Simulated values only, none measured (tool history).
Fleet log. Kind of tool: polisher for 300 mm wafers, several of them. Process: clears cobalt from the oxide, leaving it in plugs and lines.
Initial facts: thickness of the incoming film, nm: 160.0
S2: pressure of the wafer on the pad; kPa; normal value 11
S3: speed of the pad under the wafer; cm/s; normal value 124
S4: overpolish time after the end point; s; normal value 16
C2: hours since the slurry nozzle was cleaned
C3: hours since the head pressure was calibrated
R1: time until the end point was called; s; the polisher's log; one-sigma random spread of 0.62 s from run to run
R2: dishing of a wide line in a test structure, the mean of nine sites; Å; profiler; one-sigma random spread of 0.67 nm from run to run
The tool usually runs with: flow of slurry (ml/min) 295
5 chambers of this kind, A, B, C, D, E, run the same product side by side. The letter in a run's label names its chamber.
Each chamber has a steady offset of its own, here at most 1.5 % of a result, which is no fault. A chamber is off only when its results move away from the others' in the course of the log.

run 1C day=0.629 | flow_of_slurry_(ml/min)=295 S2=11 S3=124 S4=16 | wafers_polished_on_this_pad=997 C2=143.8 C3=534.1 | R1=35.426 R2=422.7
-- day=0.733 chamber B: worn pad replaced by a new one
-- day=0.967 chamber D: worn pad replaced by a new one
run 2E day=1.012 | flow_of_slurry_(ml/min)=295 S2=11 S3=124 S4=16 | wafers_polished_on_this_pad=448 C2=25.3 C3=411.6 | R1=34.231 R2=426.95
run 3B day=1.65 | flow_of_slurry_(ml/min)=295 S2=11 S3=124 S4=16 | wafers_polished_on_this_pad=158 C2=345 C3=188.7 | R1=34.972 R2=414.25
run 4A day=1.979 | flow_of_slurry_(ml/min)=295 S2=11 S3=124 S4=16 | wafers_polished_on_this_pad=640 C2=349.9 C3=357.1 | R1=35.058 R2=406.57
run 5D day=2.375 | flow_of_slurry_(ml/min)=370 S2=11 S3=124 S4=16 | wafers_polished_on_this_pad=242 C2=336.5 C3=663.1 | R1=34.368 R2=421.53
-- day=2.454 chamber E: worn pad replaced by a new one
run 6D day=2.783 | flow_of_slurry_(ml/min)=370 S2=11 S3=124 S4=16 | wafers_polished_on_this_pad=312 C2=346.3 C3=672.9 | R1=34.309 R2=424.87
-- day=2.833 chamber A: worn pad replaced by a new one
-- day=3.012 chamber C: worn pad replaced by a new one
run 7E day=3.071 | flow_of_slurry_(ml/min)=370 S2=11 S3=124 S4=16 | wafers_polished_on_this_pad=106 C2=74.7 C3=461 | R1=33.441 R2=430.61
-- day=3.212 chamber B: slurry nozzle cleaned
run 8A day=3.642 | flow_of_slurry_(ml/min)=370 S2=11 S3=124 S4=16 | wafers_polished_on_this_pad=139 C2=389.8 C3=397 | R1=34.416 R2=424.95
run 9B day=4.058 | flow_of_slurry_(ml/min)=370 S2=11 S3=124 S4=16 | wafers_polished_on_this_pad=572 C2=20.4 C3=246.5 | R1=34.321 R2=431.91
run 10C day=4.421 | flow_of_slurry_(ml/min)=295 S2=12.4 S3=124 S4=7 | wafers_polished_on_this_pad=242 C2=234.8 C3=625.1 | R1=30.028 R2=264.49
run 11B day=4.746 | flow_of_slurry_(ml/min)=295 S2=12.4 S3=124 S4=7 | wafers_polished_on_this_pad=690 C2=36.9 C3=263 | R1=31.692 R2=274.41
run 12E day=5.292 | flow_of_slurry_(ml/min)=295 S2=12.4 S3=124 S4=7 | wafers_polished_on_this_pad=488 C2=128 C3=514.3 | R1=29.884 R2=271.9
-- day=5.296 chamber D: worn pad replaced by a new one
-- day=5.579 chamber E: head pressure recalibrated
run 13C day=5.658 | flow_of_slurry_(ml/min)=295 S2=12.4 S3=124 S4=7 | wafers_polished_on_this_pad=455 C2=264.5 C3=654.8 | R1=30.698 R2=276.81
run 14A day=6.158 | flow_of_slurry_(ml/min)=295 S2=12.4 S3=124 S4=7 | wafers_polished_on_this_pad=572 C2=450.2 C3=457.4 | R1=30.799 R2=267.2
-- day=6.629 chamber B: head pressure recalibrated
run 15D day=6.8 | flow_of_slurry_(ml/min)=295 S2=11 S3=124 S4=16 | wafers_polished_on_this_pad=258 C2=442.7 C3=769.3 | R1=36.497 R2=399.6
run 16D day=7.079 | flow_of_slurry_(ml/min)=295 S2=11 S3=124 S4=16 | wafers_polished_on_this_pad=306 C2=449.4 C3=776 | R1=36.005 R2=417.13
-- day=7.454 chamber A: worn pad replaced by a new one
-- day=7.492 chamber E: worn pad replaced by a new one
run 17C day=7.508 | flow_of_slurry_(ml/min)=295 S2=11 S3=124 S4=16 | wafers_polished_on_this_pad=773 C2=308.9 C3=699.2 | R1=35.136 R2=410.35
run 18B day=8.121 | flow_of_slurry_(ml/min)=295 S2=11 S3=124 S4=16 | wafers_polished_on_this_pad=1271 C2=117.9 C3=35.9 | R1=35.428 R2=409.39
-- day=8.292 chamber B: worn pad replaced by a new one
run 19A day=8.588 | flow_of_slurry_(ml/min)=295 S2=11 S3=124 S4=16 | wafers_polished_on_this_pad=195 C2=508.5 C3=515.7 | R1=34.769 R2=402.56
-- day=9.146 chamber D: worn pad replaced by a new one
run 20E day=9.175 | flow_of_slurry_(ml/min)=295 S2=11 S3=124 S4=16 | wafers_polished_on_this_pad=289 C2=221.2 C3=86.4 | R1=35.093 R2=423.31
run 21C day=9.512 | flow_of_slurry_(ml/min)=295 S2=11 S3=124 S4=16 | wafers_polished_on_this_pad=1117 C2=357 C3=747.3 | R1=34.166 R2=421.89
run 22E day=9.95 | flow_of_slurry_(ml/min)=295 S2=11 S3=124 S4=16 | wafers_polished_on_this_pad=423 C2=239.8 C3=105 | R1=33.89 R2=414.07
-- day=10.067 chamber C: worn pad replaced by a new one
run 23B day=10.442 | flow_of_slurry_(ml/min)=295 S2=11 S3=124 S4=16 | wafers_polished_on_this_pad=369 C2=173.6 C3=91.6 | R1=33.024 R2=421.4
run 24A day=11.029 | flow_of_slurry_(ml/min)=295 S2=11 S3=124 S4=16 | wafers_polished_on_this_pad=615 C2=567.1 C3=574.3 | R1=34.769 R2=416.25
run 25D day=11.471 | flow_of_slurry_(ml/min)=295 S2=11 S3=124 S4=16 | wafers_polished_on_this_pad=400 C2=554.8 C3=881.4 | R1=36.425 R2=406.09
-- day=11.821 chamber E: worn pad replaced by a new one
run 26B day=11.896 | flow_of_slurry_(ml/min)=295 S2=11 S3=124 S4=16 | wafers_polished_on_this_pad=620 C2=208.5 C3=126.5 | R1=34.278 R2=416.62
run 27A day=12.338 | flow_of_slurry_(ml/min)=295 S2=11 S3=124 S4=16 | wafers_polished_on_this_pad=840 C2=598.5 C3=605.7 | R1=35.543 R2=412.75
-- day=12.596 chamber A: worn pad replaced by a new one
run 28E day=12.75 | flow_of_slurry_(ml/min)=215 S2=9 S3=124 S4=16 | wafers_polished_on_this_pad=160 C2=307 C3=172.2 | R1=42.191 R2=359.76
-- day=13.004 chamber A: slurry nozzle cleaned
run 29D day=13.042 | flow_of_slurry_(ml/min)=215 S2=9 S3=124 S4=16 | wafers_polished_on_this_pad=670 C2=592.5 C3=919.1 | R1=48.512 R2=356.8
-- day=13.254 chamber E: slurry nozzle cleaned
-- day=13.333 chamber D: worn pad replaced by a new one
run 30C day=13.558 | flow_of_slurry_(ml/min)=215 S2=9 S3=124 S4=16 | wafers_polished_on_this_pad=600 C2=454.1 C3=844.4 | R1=44.272 R2=381.28
run 31B day=14.196 | flow_of_slurry_(ml/min)=215 S2=9 S3=124 S4=16 | wafers_polished_on_this_pad=1015 C2=263.7 C3=181.7 | R1=45.537 R2=376.87
run 32E day=14.542 | flow_of_slurry_(ml/min)=215 S2=9 S3=124 S4=16 | wafers_polished_on_this_pad=468 C2=31 C3=215.2 | R1=42.856 R2=360.66
-- day=14.825 chamber B: worn pad replaced by a new one
-- day=14.988 chamber C: head pressure recalibrated
run 33D day=15.004 | flow_of_slurry_(ml/min)=295 S2=11 S3=124 S4=16 | wafers_polished_on_this_pad=287 C2=639.6 C3=966.2 | R1=37.491 R2=392.86
run 34C day=15.442 | flow_of_slurry_(ml/min)=295 S2=11 S3=124 S4=16 | wafers_polished_on_this_pad=924 C2=499.3 C3=10.9 | R1=34.777 R2=415.83
run 35A day=16.042 | flow_of_slurry_(ml/min)=295 S2=8.3 S3=124 S4=20 | wafers_polished_on_this_pad=592 C2=72.9 C3=694.6 | R1=45.691 R2=403.67
-- day=16.188 chamber E: worn pad replaced by a new one
run 36B day=16.621 | flow_of_slurry_(ml/min)=295 S2=8.3 S3=124 S4=20 | wafers_polished_on_this_pad=309 C2=321.9 C3=239.9 | R1=46.724 R2=412.16
-- day=17.012 chamber D: worn pad replaced by a new one
run 37E day=17.204 | flow_of_slurry_(ml/min)=295 S2=8.3 S3=124 S4=20 | wafers_polished_on_this_pad=175 C2=94.9 C3=279.1 | R1=44.345 R2=405.48
run 38D day=17.625 | flow_of_slurry_(ml/min)=295 S2=8.3 S3=124 S4=20 | wafers_polished_on_this_pad=105 C2=702.5 C3=1029.1 | R1=52.347 R2=376.33

Has any chamber moved away from the others, gradually or after a service, or does the common gauge drift, or do the chambers differ only by their own small steady offsets? State the chamber and the most likely cause if one applies.

It is chamber D that slowly wanders off from its peers.
Most likely cause: head's pressure below its setpoint, % = 10.1.

Which of the 4 candidates below, each the usual settings with something changed and its results left as question marks, puts chamber D back in line with what the other chambers give on the usual settings?
In-line tolerance around the mean of the other chambers on the usual settings: R1 2.2 s; R2 23 Å
run 39D-1 day=18.088 | flow_of_slurry_(ml/min)=295 S2=10.3 S3=118 S4=16 | R1=? R2=?
run 39D-2 day=18.088 | flow_of_slurry_(ml/min)=295 S2=11.7 S3=130 S4=16 | R1=? R2=?
run 39D-3 day=18.088 | flow_of_slurry_(ml/min)=300 S2=12.4 S3=136 S4=16 | R1=? R2=?
run 39D-4 day=18.088 | flow_of_slurry_(ml/min)=290 S2=9.7 S3=112 S4=17 | R1=? R2=?

The mean the other chambers reach with the usual settings: R1 34.835 s; R2 417.34 Å
run=39D-1 R1=43.34 R2=371.18
run=39D-2 R1=34.749 R2=418.3
run=39D-3 R1=31.336 R2=439.61
run=39D-4 R1=48.973 R2=358.11
The answer is 39D-2, which returns the chamber to within the allowed miss of the others.
